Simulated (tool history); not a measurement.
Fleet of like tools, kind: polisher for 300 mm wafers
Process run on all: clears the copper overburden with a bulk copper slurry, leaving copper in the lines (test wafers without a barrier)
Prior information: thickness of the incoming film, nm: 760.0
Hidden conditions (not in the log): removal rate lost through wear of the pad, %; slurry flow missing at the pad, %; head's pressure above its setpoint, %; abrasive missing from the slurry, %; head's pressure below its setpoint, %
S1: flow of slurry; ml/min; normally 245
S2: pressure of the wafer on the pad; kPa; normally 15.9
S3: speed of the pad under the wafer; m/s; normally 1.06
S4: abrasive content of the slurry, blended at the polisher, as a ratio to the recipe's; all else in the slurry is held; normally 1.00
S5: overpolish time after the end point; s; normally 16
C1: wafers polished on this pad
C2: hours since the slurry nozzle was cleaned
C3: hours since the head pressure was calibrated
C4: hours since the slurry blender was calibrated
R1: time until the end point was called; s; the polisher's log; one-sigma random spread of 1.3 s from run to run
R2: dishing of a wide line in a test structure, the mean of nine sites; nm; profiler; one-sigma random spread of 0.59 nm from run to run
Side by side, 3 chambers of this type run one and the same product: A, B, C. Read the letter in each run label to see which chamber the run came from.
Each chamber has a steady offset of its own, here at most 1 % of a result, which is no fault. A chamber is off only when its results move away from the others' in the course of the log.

| run | hour | S1 | S2 | S3 | S4 | S5 | C1 | C2 | C3 | C4 | R1 | R2 |
|---|---|---|---|---|---|---|---|---|---|---|---|---|
| 1B | 6.4 | 245 | 15.9 | 1.06 | 1.00 | 16 | 185 | 520.2 | 343.7 | 282.8 | 92.442 | 54.378 |
|  | 10.8 | chamber C: worn pad replaced by a new one |
| 2C | 12.8 | 245 | 15.9 | 1.06 | 1.00 | 16 | 15 | 152.0 | 658.7 | 54.5 | 92.760 | 55.019 |
| 3A | 25.5 | 245 | 15.9 | 1.06 | 1.00 | 16 | 315 | 233.4 | 360.1 | 235.3 | 94.527 | 54.676 |
| 4B | 36.5 | 245 | 15.9 | 1.06 | 1.00 | 16 | 420 | 550.3 | 373.8 | 312.9 | 90.596 | 55.626 |
| 5A | 45.2 | 245 | 15.9 | 1.28 | 1.00 | 16 | 468 | 253.1 | 379.8 | 255.0 | 76.607 | 60.050 |
|  | 47.9 | chamber A: head pressure recalibrated |
| 6C | 52.5 | 245 | 15.9 | 1.28 | 1.00 | 16 | 325 | 191.7 | 698.4 | 94.2 | 76.184 | 59.310 |
|  | 55.4 | chamber B: slurry nozzle cleaned |
| 7B | 62.5 | 245 | 15.9 | 1.28 | 1.00 | 16 | 623 | 7.1 | 399.8 | 338.9 | 76.459 | 61.542 |
|  | 72.8 | chamber A: worn pad replaced by a new one |
| 8C | 73.7 | 245 | 15.9 | 1.06 | 1.00 | 16 | 491 | 212.9 | 719.6 | 115.4 | 94.330 | 54.787 |
| 9A | 79.3 | 245 | 15.9 | 1.06 | 1.00 | 16 | 51 | 287.2 | 31.5 | 289.1 | 93.108 | 54.870 |
|  | 83.2 | chamber C: head pressure recalibrated |
| 10B | 84.9 | 245 | 15.9 | 1.06 | 1.00 | 20 | 798 | 29.5 | 422.2 | 361.3 | 93.244 | 61.019 |
|  | 91.7 | chamber C: worn pad replaced by a new one |
| 11C | 95.9 | 245 | 15.9 | 1.06 | 1.00 | 20 | 33 | 235.1 | 12.7 | 137.6 | 105.470 | 57.290 |
| 12A | 103.9 | 245 | 15.9 | 1.06 | 1.00 | 20 | 243 | 311.8 | 56.1 | 313.7 | 92.832 | 59.969 |
|  | 105.8 | chamber A: slurry blender recalibrated |
| 13B | 111.8 | 245 | 15.9 | 1.06 | 1.00 | 16 | 1008 | 56.4 | 449.1 | 388.2 | 95.465 | 54.819 |
|  | 117.1 | chamber C: slurry nozzle cleaned |
| 14A | 124.2 | 245 | 15.9 | 1.06 | 1.00 | 16 | 401 | 332.1 | 76.4 | 18.5 | 95.116 | 55.624 |
|  | 125.6 | chamber B: slurry blender recalibrated |
| 15C | 131.8 | 245 | 15.9 | 1.06 | 1.00 | 16 | 313 | 14.7 | 48.6 | 173.5 | 103.300 | 51.121 |
| 16A | 139.0 | 245 | 15.9 | 1.06 | 1.00 | 16 | 517 | 346.9 | 91.2 | 33.3 | 92.864 | 55.454 |
| 17B | 144.7 | 245 | 15.9 | 1.06 | 1.00 | 16 | 1265 | 89.3 | 482.0 | 19.1 | 92.516 | 56.295 |
|  | 146.5 | chamber A: worn pad replaced by a new one |
|  | 146.7 | chamber B: worn pad replaced by a new one |
| 18C | 152.2 | 245 | 15.9 | 1.06 | 1.00 | 16 | 472 | 35.1 | 69.0 | 193.9 | 105.030 | 51.587 |
| 19B | 163.2 | 245 | 15.9 | 1.06 | 1.00 | 16 | 128 | 107.8 | 500.5 | 37.6 | 92.607 | 55.282 |
| 20A | 171.2 | 245 | 15.9 | 1.06 | 1.00 | 16 | 193 | 379.1 | 123.4 | 65.5 | 90.982 | 55.236 |
|  | 175.2 | chamber C: worn pad replaced by a new one |
| 21C | 178.6 | 245 | 15.9 | 1.06 | 1.00 | 16 | 26 | 61.5 | 95.4 | 220.3 | 104.580 | 51.144 |
| 22C | 189.3 | 245 | 15.9 | 1.06 | 1.00 | 16 | 110 | 72.2 | 106.1 | 231.0 | 103.240 | 50.870 |
| 23A | 196.4 | 245 | 15.9 | 1.06 | 1.00 | 16 | 389 | 404.3 | 148.6 | 90.7 | 94.204 | 55.104 |

Each of the 3 chambers runs these same settings next. Fill in every chamber's results:
| 24A | 205.4 | 245 | 15.9 | 1.06 | 0.75 | 16 |  |  |  |  | ? | ? |
| 24B | 205.4 | 245 | 15.9 | 1.06 | 0.75 | 16 |  |  |  |  | ? | ? |
| 24C | 205.4 | 245 | 15.9 | 1.06 | 0.75 | 16 |  |  |  |  | ? | ? |

| run | R1 | R2 |
|---|---|---|
| 24A | 98.065 | 54.711 |
| 24B | 99.168 | 52.820 |
| 24C | 110.210 | 49.643 |

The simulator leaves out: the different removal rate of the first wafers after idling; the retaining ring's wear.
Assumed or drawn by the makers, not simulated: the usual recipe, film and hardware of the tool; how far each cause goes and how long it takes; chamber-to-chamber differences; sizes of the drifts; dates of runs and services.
